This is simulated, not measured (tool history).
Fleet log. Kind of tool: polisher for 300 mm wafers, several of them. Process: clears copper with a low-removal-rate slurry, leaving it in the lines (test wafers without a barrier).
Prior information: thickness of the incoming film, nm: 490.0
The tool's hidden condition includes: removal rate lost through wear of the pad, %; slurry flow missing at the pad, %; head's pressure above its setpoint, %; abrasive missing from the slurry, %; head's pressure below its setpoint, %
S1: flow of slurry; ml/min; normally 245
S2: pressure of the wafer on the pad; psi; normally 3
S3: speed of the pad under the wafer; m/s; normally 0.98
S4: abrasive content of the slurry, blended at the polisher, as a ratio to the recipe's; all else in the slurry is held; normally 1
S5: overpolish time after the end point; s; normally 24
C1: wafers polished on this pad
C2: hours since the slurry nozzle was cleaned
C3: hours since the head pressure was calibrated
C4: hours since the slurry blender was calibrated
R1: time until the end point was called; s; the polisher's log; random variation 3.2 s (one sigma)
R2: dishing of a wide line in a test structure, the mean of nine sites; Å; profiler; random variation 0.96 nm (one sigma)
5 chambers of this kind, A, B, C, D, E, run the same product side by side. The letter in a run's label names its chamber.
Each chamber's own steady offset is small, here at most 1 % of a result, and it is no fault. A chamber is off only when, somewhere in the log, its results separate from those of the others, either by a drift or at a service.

run 1D hour=6 | S1=245 S2=3 S3=0.98 S4=1 S5=24 | C1=743 C2=73.6 C3=684.7 C4=236.1 | R1=168.65 R2=465.96
run 2E hour=12.7 | S1=245 S2=3 S3=0.98 S4=1 S5=24 | C1=577 C2=520.3 C3=770.4 C4=297.3 | R1=173.44 R2=482.7
run 3C hour=20.2 | S1=245 S2=3 S3=0.98 S4=1 S5=24 | C1=550 C2=456.3 C3=283.7 C4=292.4 | R1=170.6 R2=474.89
-- hour=25.4 chamber B: worn pad replaced by a new one
run 4A hour=29 | S1=245 S2=3 S3=0.98 S4=1 S5=24 | C1=231 C2=621.9 C3=1119.7 C4=291.7 | R1=170.95 R2=483.64
run 5B hour=35.2 | S1=245 S2=3 S3=0.98 S4=1 S5=24 | C1=63 C2=133.8 C3=810.8 C4=168.5 | R1=167.22 R2=488.25
-- hour=40.7 chamber D: head pressure recalibrated
run 6A hour=43.5 | S1=245 S2=3 S3=0.98 S4=1 S5=24 | C1=325 C2=636.4 C3=1134.2 C4=306.2 | R1=170.57 R2=465.8
run 7B hour=54.1 | S1=245 S2=3 S3=0.98 S4=1 S5=24 | C1=184 C2=152.7 C3=829.7 C4=187.4 | R1=166.33 R2=463.58
run 8E hour=62.5 | S1=245 S2=3 S3=0.98 S4=1 S5=24 | C1=897 C2=570.1 C3=820.2 C4=347.1 | R1=174.03 R2=475.44
run 9D hour=71.6 | S1=245 S2=3 S3=0.98 S4=1 S5=24 | C1=1165 C2=139.2 C3=30.9 C4=301.7 | R1=173.82 R2=470.91
-- hour=73.4 chamber D: worn pad replaced by a new one
-- hour=74.2 chamber A: slurry blender recalibrated
run 10C hour=80.3 | S1=245 S2=3 S3=0.98 S4=1 S5=24 | C1=937 C2=516.4 C3=343.8 C4=352.5 | R1=165.1 R2=467.68
-- hour=84.2 chamber C: worn pad replaced by a new one
run 11C hour=87.4 | S1=245 S2=3 S3=0.98 S4=1 S5=24 | C1=20 C2=523.5 C3=350.9 C4=359.6 | R1=168.26 R2=496.14
run 12E hour=97.9 | S1=245 S2=3 S3=0.98 S4=1 S5=24 | C1=1125 C2=605.5 C3=855.6 C4=382.5 | R1=168.43 R2=472.88
-- hour=101 chamber E: worn pad replaced by a new one
run 13D hour=102.8 | S1=245 S2=3 S3=0.98 S4=1 S5=24 | C1=189 C2=170.4 C3=62.1 C4=332.9 | R1=169.96 R2=478.04
run 14A hour=109.7 | S1=245 S2=3 S3=0.98 S4=1 S5=24 | C1=750 C2=702.6 C3=1200.4 C4=35.6 | R1=171.28 R2=472.52
-- hour=112.2 chamber E: head pressure recalibrated
run 15B hour=115.4 | S1=245 S2=3 S3=0.98 S4=1 S5=24 | C1=578 C2=214 C3=891 C4=248.7 | R1=168.85 R2=475.18
run 16B hour=121.9 | S1=245 S2=3 S3=0.98 S4=1 S5=24 | C1=620 C2=220.5 C3=897.5 C4=255.2 | R1=164.88 R2=471.07
-- hour=125.7 chamber C: slurry blender recalibrated
run 17C hour=126.8 | S1=245 S2=3 S3=0.98 S4=1 S5=24 | C1=274 C2=562.9 C3=390.3 C4=1.1 | R1=167.5 R2=488.01
-- hour=134.2 chamber E: slurry blender recalibrated
run 18D hour=137.2 | S1=245 S2=3 S3=0.98 S4=1 S5=24 | C1=410 C2=204.8 C3=96.5 C4=367.3 | R1=164.7 R2=475.02
run 19E hour=144.7 | S1=245 S2=3 S3=0.98 S4=1 S5=24 | C1=281 C2=652.3 C3=32.5 C4=10.5 | R1=188.87 R2=410.92
run 20A hour=150 | S1=245 S2=3 S3=0.98 S4=1 S5=24 | C1=1009 C2=742.9 C3=1240.7 C4=75.9 | R1=165.37 R2=486.51
run 21D hour=157.6 | S1=245 S2=3 S3=0.98 S4=1 S5=24 | C1=542 C2=225.2 C3=116.9 C4=387.7 | R1=167.75 R2=464.77
run 22B hour=162.6 | S1=245 S2=3 S3=0.98 S4=1 S5=24 | C1=882 C2=261.2 C3=938.2 C4=295.9 | R1=169.4 R2=473
-- hour=172.1 chamber A: head pressure recalibrated
run 23C hour=172.7 | S1=245 S2=3 S3=0.98 S4=1 S5=24 | C1=569 C2=608.8 C3=436.2 C4=47 | R1=170.56 R2=463.1
run 24E hour=178.5 | S1=245 S2=3 S3=0.98 S4=1 S5=24 | C1=498 C2=686.1 C3=66.3 C4=44.3 | R1=190.24 R2=436.57
-- hour=184.4 chamber B: worn pad replaced by a new one
-- hour=185.6 chamber C: head pressure recalibrated
run 25A hour=186.1 | S1=245 S2=3 S3=0.98 S4=1 S5=24 | C1=1242 C2=779 C3=14.1 C4=112 | R1=169.92 R2=480.17
run 26A hour=192.8 | S1=245 S2=3 S3=0.98 S4=1 S5=24 | C1=1285 C2=785.7 C3=20.8 C4=118.7 | R1=163.67 R2=462.64
-- hour=193.8 chamber A: worn pad replaced by a new one
-- hour=195 chamber B: slurry blender recalibrated
run 27E hour=200.1 | S1=245 S2=3 S3=0.98 S4=1 S5=24 | C1=637 C2=707.7 C3=87.9 C4=65.9 | R1=187.38 R2=427.59
run 28B hour=207.2 | S1=245 S2=3 S3=0.98 S4=1 S5=24 | C1=146 C2=305.8 C3=982.8 C4=12.2 | R1=175.09 R2=465.99
run 29D hour=214.7 | S1=245 S2=3 S3=0.68 S4=1 S5=19 | C1=909 C2=282.3 C3=174 C4=444.8 | R1=245.96 R2=278.91
-- hour=215.1 chamber C: worn pad replaced by a new one
run 30C hour=220.8 | S1=245 S2=3 S3=0.68 S4=1 S5=19 | C1=36 C2=656.9 C3=35.3 C4=95.1 | R1=241.41 R2=271.94
run 31C hour=225.6 | S1=245 S2=3 S3=0.68 S4=1 S5=19 | C1=67 C2=661.7 C3=40.1 C4=99.9 | R1=236.98 R2=286.3
-- hour=230.5 chamber D: slurry blender recalibrated
-- hour=233.7 chamber D: worn pad replaced by a new one
run 32B hour=236.1 | S1=245 S2=3 S3=0.68 S4=1 S5=19 | C1=332 C2=334.7 C3=1011.7 C4=41.1 | R1=246.99 R2=271.34
-- hour=245.6 chamber E: slurry nozzle cleaned
run 33E hour=246.3 | S1=245 S2=3 S3=0.68 S4=1 S5=19 | C1=934 C2=0.8 C3=134.1 C4=112.1 | R1=262.78 R2=243.9
-- hour=247 chamber A: slurry nozzle cleaned
-- hour=247.6 chamber E: worn pad replaced by a new one
run 34A hour=252 | S1=245 S2=3 S3=1.28 S4=1 S5=14 | C1=374 C2=5.1 C3=80 C4=177.9 | R1=127.16 R2=386.16
-- hour=256.1 chamber B: slurry nozzle cleaned
run 35D hour=258.1 | S1=245 S2=3 S3=1.28 S4=1 S5=14 | C1=157 C2=325.7 C3=217.4 C4=27.6 | R1=128.08 R2=369.88
run 36C hour=266.3 | S1=245 S2=3 S3=1.28 S4=1 S5=14 | C1=329 C2=702.4 C3=80.8 C4=140.6 | R1=126.12 R2=379.51
run 37D hour=274.9 | S1=245 S2=3 S3=1.28 S4=1 S5=14 | C1=265 C2=342.5 C3=234.2 C4=44.4 | R1=128.28 R2=366.35
-- hour=282.6 chamber B: head pressure recalibrated
run 38A hour=283.3 | S1=245 S2=3 S3=1.28 S4=1 S5=14 | C1=575 C2=36.4 C3=111.3 C4=209.2 | R1=133.85 R2=368.82
run 39E hour=289.7 | S1=245 S2=3 S3=0.98 S4=1 S5=24 | C1=271 C2=44.2 C3=177.5 C4=155.5 | R1=193.87 R2=439.95
run 40B hour=295 | S1=245 S2=3 S3=0.98 S4=1 S5=24 | C1=711 C2=39 C3=12.5 C4=100 | R1=172.22 R2=467.7

The same settings go to every chamber for the next run, one line per chamber below. Forecast the results for each:
run 41A hour=303.1 | S1=290 S2=3 S3=0.98 S4=1 S5=24 | R1=? R2=?
run 41B hour=303.1 | S1=290 S2=3 S3=0.98 S4=1 S5=24 | R1=? R2=?
run 41C hour=303.1 | S1=290 S2=3 S3=0.98 S4=1 S5=24 | R1=? R2=?
run 41D hour=303.1 | S1=290 S2=3 S3=0.98 S4=1 S5=24 | R1=? R2=?
run 41E hour=303.1 | S1=290 S2=3 S3=0.98 S4=1 S5=24 | R1=? R2=?

run=41A R1=164.77 R2=491.26
run=41B R1=164.61 R2=500.53
run=41C R1=163.41 R2=485.58
run=41D R1=160.84 R2=477.37
run=41E R1=189.04 R2=440.8
